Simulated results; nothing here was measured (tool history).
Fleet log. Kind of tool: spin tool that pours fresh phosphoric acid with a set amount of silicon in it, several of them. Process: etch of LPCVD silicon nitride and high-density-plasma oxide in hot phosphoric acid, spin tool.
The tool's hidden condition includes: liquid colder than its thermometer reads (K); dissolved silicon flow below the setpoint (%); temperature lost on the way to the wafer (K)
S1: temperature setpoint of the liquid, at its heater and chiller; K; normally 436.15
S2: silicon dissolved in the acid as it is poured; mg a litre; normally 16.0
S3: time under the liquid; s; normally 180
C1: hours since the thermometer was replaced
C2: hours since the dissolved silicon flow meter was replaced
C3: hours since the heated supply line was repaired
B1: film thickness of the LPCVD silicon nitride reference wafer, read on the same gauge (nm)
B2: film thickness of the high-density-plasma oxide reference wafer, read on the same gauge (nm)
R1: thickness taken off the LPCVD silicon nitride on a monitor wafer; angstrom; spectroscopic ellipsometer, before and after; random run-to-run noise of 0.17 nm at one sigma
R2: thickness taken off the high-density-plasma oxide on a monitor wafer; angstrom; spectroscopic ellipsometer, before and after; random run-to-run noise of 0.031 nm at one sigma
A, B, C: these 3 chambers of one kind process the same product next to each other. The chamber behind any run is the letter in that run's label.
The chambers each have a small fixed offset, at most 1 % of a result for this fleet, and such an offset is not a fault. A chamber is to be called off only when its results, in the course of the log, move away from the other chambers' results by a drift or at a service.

run 1B hour=7.4 | S1=436.15 S2=16.0 S3=180 | C1=158.0 C2=538.6 C3=1236.2 | B1=110.00 B2=70.003 | R1=181.22 R2=10.1590
run 2A hour=15.2 | S1=436.15 S2=16.0 S3=180 | C1=766.4 C2=861.4 C3=2734.9 | B1=109.95 B2=69.985 | R1=181.10 R2=10.3490
-- hour=21.5 chamber A: dissolved silicon flow meter replaced
run 3C hour=28.9 | S1=436.15 S2=16.0 S3=180 | C1=890.4 C2=169.0 C3=1520.1 | B1=109.98 B2=69.998 | R1=177.59 R2=10.4340
run 4C hour=37.8 | S1=436.15 S2=16.0 S3=180 | C1=899.3 C2=177.9 C3=1529.0 | B1=110.00 B2=69.982 | R1=179.41 R2=10.3500
run 5B hour=46.9 | S1=436.15 S2=16.0 S3=180 | C1=197.5 C2=578.1 C3=1275.7 | B1=110.03 B2=70.014 | R1=182.08 R2=10.0440
run 6A hour=53.8 | S1=436.15 S2=16.0 S3=180 | C1=805.0 C2=32.4 C3=2773.5 | B1=110.00 B2=70.010 | R1=180.08 R2=10.6470
run 7B hour=61.4 | S1=436.15 S2=16.0 S3=180 | C1=212.0 C2=592.6 C3=1290.2 | B1=109.97 B2=69.999 | R1=180.37 R2=10.0510
run 8C hour=69.7 | S1=436.15 S2=16.0 S3=180 | C1=931.2 C2=209.8 C3=1560.9 | B1=110.00 B2=70.024 | R1=179.73 R2=10.8340
run 9A hour=80.6 | S1=436.15 S2=16.0 S3=180 | C1=831.8 C2=59.2 C3=2800.3 | B1=109.99 B2=69.975 | R1=182.09 R2=10.4530
run 10A hour=88.8 | S1=436.15 S2=21.5 S3=180 | C1=840.0 C2=67.4 C3=2808.5 | B1=109.98 B2=69.985 | R1=179.94 R2=8.9091
run 11C hour=96.4 | S1=436.15 S2=21.5 S3=180 | C1=957.9 C2=236.5 C3=1587.6 | B1=109.98 B2=69.999 | R1=179.13 R2=9.2961
run 12B hour=102.9 | S1=436.15 S2=21.5 S3=180 | C1=253.5 C2=634.1 C3=1331.7 | B1=109.98 B2=69.984 | R1=182.15 R2=9.1462
run 13C hour=112.0 | S1=436.15 S2=16.0 S3=180 | C1=973.5 C2=252.1 C3=1603.2 | B1=110.01 B2=70.024 | R1=179.65 R2=10.1720
run 14B hour=124.2 | S1=436.15 S2=16.0 S3=180 | C1=274.8 C2=655.4 C3=1353.0 | B1=110.01 B2=70.015 | R1=182.41 R2=10.6660
run 15A hour=132.2 | S1=434.65 S2=16.0 S3=180 | C1=883.4 C2=110.8 C3=2851.9 | B1=110.02 B2=70.034 | R1=172.40 R2=9.2746
run 16B hour=143.2 | S1=434.65 S2=16.0 S3=180 | C1=293.8 C2=674.4 C3=1372.0 | B1=109.98 B2=70.025 | R1=172.72 R2=9.0720
run 17A hour=150.7 | S1=434.65 S2=16.0 S3=180 | C1=901.9 C2=129.3 C3=2870.4 | B1=110.00 B2=70.010 | R1=172.61 R2=9.4756
run 18C hour=163.7 | S1=436.15 S2=16.0 S3=180 | C1=1025.2 C2=303.8 C3=1654.9 | B1=110.02 B2=70.007 | R1=178.31 R2=10.7710
run 19B hour=177.0 | S1=436.15 S2=16.0 S3=180 | C1=327.6 C2=708.2 C3=1405.8 | B1=110.00 B2=69.973 | R1=184.56 R2=10.7150
run 20C hour=183.8 | S1=436.15 S2=11.5 S3=260 | C1=1045.3 C2=323.9 C3=1675.0 | B1=110.02 B2=70.004 | R1=260.96 R2=16.4280
run 21A hour=193.6 | S1=436.15 S2=11.5 S3=260 | C1=944.8 C2=172.2 C3=2913.3 | B1=109.99 B2=69.989 | R1=259.18 R2=15.7240
run 22B hour=203.6 | S1=436.15 S2=11.5 S3=260 | C1=354.2 C2=734.8 C3=1432.4 | B1=109.99 B2=70.011 | R1=260.89 R2=17.0780
run 23A hour=216.2 | S1=436.15 S2=16.0 S3=180 | C1=967.4 C2=194.8 C3=2935.9 | B1=109.96 B2=69.984 | R1=181.09 R2=11.1420
run 24C hour=226.5 | S1=436.15 S2=16.0 S3=180 | C1=1088.0 C2=366.6 C3=1717.7 | B1=110.01 B2=70.000 | R1=181.11 R2=10.1100
-- hour=233.1 chamber B: dissolved silicon flow meter replaced
run 25A hour=233.5 | S1=436.15 S2=16.0 S3=180 | C1=984.7 C2=212.1 C3=2953.2 | B1=110.02 B2=70.001 | R1=178.70 R2=10.2480
run 26C hour=243.1 | S1=436.15 S2=16.0 S3=180 | C1=1104.6 C2=383.2 C3=1734.3 | B1=109.99 B2=69.987 | R1=177.57 R2=11.0450
run 27B hour=249.8 | S1=436.15 S2=5.0 S3=180 | C1=400.4 C2=16.8 C3=1478.6 | B1=109.99 B2=70.013 | R1=178.21 R2=13.2720
run 28C hour=261.5 | S1=436.15 S2=5.0 S3=180 | C1=1123.0 C2=401.6 C3=1752.7 | B1=109.98 B2=70.005 | R1=178.50 R2=12.9800
run 29A hour=275.8 | S1=436.15 S2=5.0 S3=180 | C1=1027.0 C2=254.4 C3=2995.5 | B1=110.01 B2=70.009 | R1=177.61 R2=13.5610
run 30B hour=290.3 | S1=436.15 S2=16.0 S3=180 | C1=440.9 C2=57.3 C3=1519.1 | B1=109.99 B2=69.997 | R1=181.10 R2=10.4700
run 31C hour=300.2 | S1=436.15 S2=16.0 S3=180 | C1=1161.7 C2=440.3 C3=1791.4 | B1=109.97 B2=69.996 | R1=181.16 R2=10.0530
run 32A hour=314.4 | S1=436.15 S2=16.0 S3=180 | C1=1065.6 C2=293.0 C3=3034.1 | B1=110.00 B2=69.984 | R1=180.95 R2=10.5170
run 33B hour=325.7 | S1=436.15 S2=22.0 S3=280 | C1=476.3 C2=92.7 C3=1554.5 | B1=110.02 B2=69.986 | R1=282.59 R2=13.7970
run 34C hour=332.1 | S1=436.15 S2=22.0 S3=280 | C1=1193.6 C2=472.2 C3=1823.3 | B1=109.97 B2=70.011 | R1=281.10 R2=13.2610
-- hour=338.7 chamber A: heated supply line repaired
run 35A hour=340.7 | S1=436.15 S2=22.0 S3=280 | C1=1091.9 C2=319.3 C3=2.1 | B1=110.01 B2=70.010 | R1=282.23 R2=13.9980
run 36B hour=352.1 | S1=436.15 S2=16.0 S3=180 | C1=502.7 C2=119.1 C3=1580.9 | B1=110.02 B2=70.000 | R1=178.23 R2=10.5400
run 37A hour=366.0 | S1=436.15 S2=16.0 S3=180 | C1=1117.2 C2=344.6 C3=27.4 | B1=110.00 B2=69.981 | R1=179.01 R2=9.9656
run 38C hour=380.5 | S1=436.15 S2=16.0 S3=180 | C1=1242.0 C2=520.6 C3=1871.7 | B1=110.02 B2=70.022 | R1=179.29 R2=9.8851

Next, all 3 chambers run the settings below, one line each with question marks for the results. What does each chamber give?
run 39A hour=390.9 | S1=436.15 S2=16.0 S3=180 | R1=? R2=?
run 39B hour=390.9 | S1=436.15 S2=16.0 S3=180 | R1=? R2=?
run 39C hour=390.9 | S1=436.15 S2=16.0 S3=180 | R1=? R2=?

run=39A R1=182.20 R2=10.7750
run=39B R1=180.92 R2=10.5020
run=39C R1=177.77 R2=10.0560

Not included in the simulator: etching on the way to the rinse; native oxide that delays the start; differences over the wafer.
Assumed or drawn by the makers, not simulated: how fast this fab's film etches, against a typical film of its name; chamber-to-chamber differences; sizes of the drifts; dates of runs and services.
